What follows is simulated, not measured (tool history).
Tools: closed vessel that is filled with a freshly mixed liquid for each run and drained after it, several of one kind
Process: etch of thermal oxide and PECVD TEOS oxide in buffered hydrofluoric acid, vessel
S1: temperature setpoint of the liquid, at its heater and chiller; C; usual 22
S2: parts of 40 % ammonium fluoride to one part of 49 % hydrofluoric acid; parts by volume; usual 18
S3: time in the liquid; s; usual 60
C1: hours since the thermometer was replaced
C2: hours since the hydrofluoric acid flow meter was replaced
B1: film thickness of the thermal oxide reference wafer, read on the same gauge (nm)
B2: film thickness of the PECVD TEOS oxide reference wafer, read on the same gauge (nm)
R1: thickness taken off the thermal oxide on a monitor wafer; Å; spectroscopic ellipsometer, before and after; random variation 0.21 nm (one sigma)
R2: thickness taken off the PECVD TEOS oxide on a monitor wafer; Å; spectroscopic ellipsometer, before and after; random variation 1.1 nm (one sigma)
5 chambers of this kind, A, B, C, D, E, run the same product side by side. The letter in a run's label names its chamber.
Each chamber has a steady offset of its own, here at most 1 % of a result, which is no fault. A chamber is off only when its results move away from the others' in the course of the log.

run   hour    S1  S2  S3      C1      C2      B1      B2      R1      R2
 1A    8.4    22  18  60  1097.7   572.6  110.02  150.01  369.38  1158.9
 2B   13.1    22  18  60   526.7   245.3     110  150.01  367.21  1138.6
 3D     22    22  18  60   962.6   615.7  109.99  150.01  369.63  1173.2
 4C   30.8    22  18  60  1817.5   399.9  109.97  150.03  367.99  1148.8
 5E   39.8    22  18  60   697.2  1173.6  109.98     150  369.38  1148.3
 6A   48.3    22  18  60  1137.6   612.5  109.99  150.01  370.59  1162.3
 7D   53.1    22  18  60   993.7   646.8  109.99  150.02  370.26  1170.6
 8C   60.8    22  18  60  1847.5   429.9     110     150  369.68  1138.1
      64.2  -- chamber B: thermometer replaced
 9B   65.4    22  18  60     1.3   297.6  109.98  150.01  367.07  1133.3
10E   74.4    22  18  60   731.8  1208.2  109.99  149.98  369.63  1149.9
11D   80.2    22  18  60  1020.8   673.9  109.98  150.01  369.95  1151.3
12C   84.3  23.5  18  35    1871   453.4  109.99  150.01  233.79  734.28
13B   91.1  23.5  18  35      27   323.3  109.99  149.99  229.65  716.37
14E   95.9  23.5  18  35   753.3  1229.7  109.98     150  232.51  727.57
15A  104.6  23.5  18  35  1193.9   668.8  109.98  150.01  234.18  741.68
16C  111.2  23.5  18  35  1897.9   480.3  109.98  149.99  235.34  719.41
17A    119    22  18  60  1208.3   683.2  110.02  149.98  367.87  1172.9
     123.4  -- chamber A: thermometer replaced
18E  123.5    22  18  60   780.9  1257.3  109.98     150  366.94  1140.9
19D    131    22  18  60  1071.6   724.7  110.02  150.02   370.3  1151.5
     133.1  -- chamber E: hydrofluoric acid flow meter replaced
20B  135.3    22  18  60    71.2   367.5     110     150   365.6  1135.4
     138.1  -- chamber C: thermometer replaced
21A  143.4    22  14  60      20   707.6  109.98  150.01  469.64  1479.8
22B  151.7    22  14  60    87.6   383.9  109.99  149.97  472.85  1471.5
23D  157.2    22  14  60  1097.8   750.9  110.01  149.99  468.47    1493
24E  165.7    22  14  60   823.1    32.7  109.98  150.01  470.29  1453.4
25C  174.8    22  14  60    36.7   543.9  110.03     150  470.48  1459.8
26B  180.4    22  18  60   116.3   412.6  109.98  149.99  363.44  1138.6
27A  186.5    22  18  60    63.1   750.7  110.01  149.99  367.79  1159.9
28C  193.9    22  18  60    55.8     563  110.02  149.99  368.92    1170
29D  202.3    22  18  60  1142.9     796  110.02  149.98  368.15  1146.9
30E    210    22  18  60   867.4      77  109.99  149.99  365.64  1140.4
31D  214.3    22  18  60  1154.9     808  110.02     150  366.75  1153.5
32A  221.6    22  15  60    98.2   785.8  110.01     150  444.96  1390.8
33E  229.7    22  15  60   887.1    96.7  109.99  150.02  439.65  1358.2

What goes on in this fleet: one chamber off, a drifting gauge, or nothing beyond the chambers' own small offsets? Name the chamber and the cause, if any.

No chamber stands off beyond its own small offset, and the gauge holds steady.
